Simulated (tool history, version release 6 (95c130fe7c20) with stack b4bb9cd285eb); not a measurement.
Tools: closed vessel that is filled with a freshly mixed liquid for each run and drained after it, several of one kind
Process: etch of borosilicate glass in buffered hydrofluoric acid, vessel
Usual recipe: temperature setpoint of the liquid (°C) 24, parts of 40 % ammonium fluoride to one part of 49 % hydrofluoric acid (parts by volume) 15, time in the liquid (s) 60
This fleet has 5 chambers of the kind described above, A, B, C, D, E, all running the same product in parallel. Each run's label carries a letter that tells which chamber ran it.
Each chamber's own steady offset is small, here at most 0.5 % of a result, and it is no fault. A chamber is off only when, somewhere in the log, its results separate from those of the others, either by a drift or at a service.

| run | hour | temperature setpoint of the liquid (°C) | parts of 40 % ammonium fluoride to one part of 49 % hydrofluoric acid (parts by volume) | time in the liquid (s) | hours since the thermometer was replaced | hours since the hydrofluoric acid flow meter was replaced | read-back film thickness of the borosilicate glass reference wafer, read on the same gauge (nm) | thickness taken off the borosilicate glass on a monitor wafer (Å) |
|---|---|---|---|---|---|---|---|---|
| 1B | 3.4 | 24 | 15 | 60 | 495.4 | 278.5 | 90.018 | 498.78 |
| 2D | 7.3 | 24 | 15 | 60 | 152.9 | 397 | 89.997 | 505.9 |
| 3A | 10.3 | 24 | 15 | 60 | 1598.9 | 318.2 | 90.016 | 501.69 |
| 4C | 14.8 | 24 | 15 | 60 | 1438.4 | 1080.7 | 90 | 510.68 |
|  | 15.1 | chamber E: thermometer replaced |
| 5E | 19.1 | 24 | 12 | 75 | 4.1 | 153.8 | 90.029 | 791.34 |
| 6E | 21.6 | 24 | 12 | 75 | 6.6 | 156.3 | 90 | 775.97 |
| 7D | 27 | 24 | 12 | 75 | 172.6 | 416.7 | 90.035 | 773.34 |
| 8A | 31.4 | 24 | 12 | 75 | 1620 | 339.3 | 90.008 | 791.72 |
| 9C | 36.3 | 24 | 12 | 75 | 1459.9 | 1102.2 | 89.989 | 802.54 |
| 10B | 41.1 | 24 | 15 | 60 | 533.1 | 316.2 | 90.041 | 495.49 |
| 11E | 44.4 | 24 | 15 | 60 | 29.4 | 179.1 | 89.979 | 507.18 |
| 12D | 47.3 | 24 | 15 | 60 | 192.9 | 437 | 89.992 | 500.84 |
| 13B | 50.9 | 24 | 15 | 60 | 542.9 | 326 | 90.007 | 494.82 |
| 14A | 53.3 | 24 | 15 | 60 | 1641.9 | 361.2 | 89.979 | 498.43 |
| 15C | 57.9 | 24 | 15 | 60 | 1481.5 | 1123.8 | 90 | 501.73 |
|  | 59.8 | chamber C: hydrofluoric acid flow meter replaced |
| 16B | 62.8 | 24 | 15 | 60 | 554.8 | 337.9 | 89.994 | 490.63 |
| 17D | 65.5 | 24 | 15 | 60 | 211.1 | 455.2 | 89.989 | 501.79 |
| 18A | 70.2 | 24 | 15 | 60 | 1658.8 | 378.1 | 89.982 | 504.87 |
| 19C | 73 | 24 | 18 | 40 | 1496.6 | 13.3 | 89.959 | 276.68 |
| 20E | 76.2 | 24 | 18 | 40 | 61.2 | 210.9 | 89.996 | 282.58 |
| 21B | 78.7 | 24 | 18 | 40 | 570.7 | 353.8 | 89.993 | 274.65 |
| 22D | 82.7 | 24 | 18 | 40 | 228.3 | 472.4 | 90.011 | 273.67 |
| 23A | 87.6 | 24 | 18 | 40 | 1676.2 | 395.5 | 89.995 | 281.56 |
| 24E | 90.9 | 24 | 11.5 | 90 | 75.9 | 225.6 | 90.017 | 955.31 |
| 25C | 95.2 | 24 | 11.5 | 90 | 1518.8 | 35.5 | 89.999 | 979.09 |
| 26D | 98.6 | 24 | 11.5 | 90 | 244.2 | 488.3 | 90.013 | 983.61 |
| 27A | 101.3 | 24 | 11.5 | 90 | 1689.9 | 409.2 | 90.023 | 969.83 |
| 28B | 106.8 | 24 | 11.5 | 90 | 598.8 | 381.9 | 90.034 | 950.2 |
| 29E | 111.8 | 24 | 15 | 60 | 96.8 | 246.5 | 90.017 | 503.81 |
| 30C | 116.3 | 24 | 15 | 60 | 1539.9 | 56.6 | 89.98 | 500.6 |
| 31A | 120.1 | 28 | 15 | 60 | 1708.7 | 428 | 89.979 | 626.87 |

Read the log: is a single chamber off, either drifting away or since a service, is the gauge that measures every chamber drifting, or is nothing wrong beyond small per-chamber offsets? Name any odd chamber and what most likely caused it.

Chamber B drifts away from the others.
Cause: liquid colder than its thermometer reads (K) = 0.994.
The log may not separate it from: hydrofluoric acid flow below the setpoint (%).

Which of the 4 candidates below, each the usual settings with something changed and its results left as question marks, puts chamber B back in line with what the other chambers give on the usual settings?
A result is in line if it is within this distance of the other chambers' mean on the usual settings: thickness taken off the borosilicate glass on a monitor wafer (Å) 16
| 32B-1 | 124 | 24 | 16 | 60 |  |  |  | ? |
| 32B-2 | 124 | 24 | 15.5 | 55 |  |  |  | ? |
| 32B-3 | 124 | 25 | 15 | 60 |  |  |  | ? |
| 32B-4 | 124 | 24 | 13.5 | 60 |  |  |  | ? |

The mean the other chambers reach with the usual settings: thickness taken off the borosilicate glass on a monitor wafer (Å) 501.74
| run | thickness taken off the borosilicate glass on a monitor wafer (Å) |
|---|---|
| 32B-1 | 446.64 |
| 32B-2 | 422.61 |
| 32B-3 | 502.47 |
| 32B-4 | 529.31 |
The answer is 32B-3, which returns the chamber to within the allowed miss of the others.
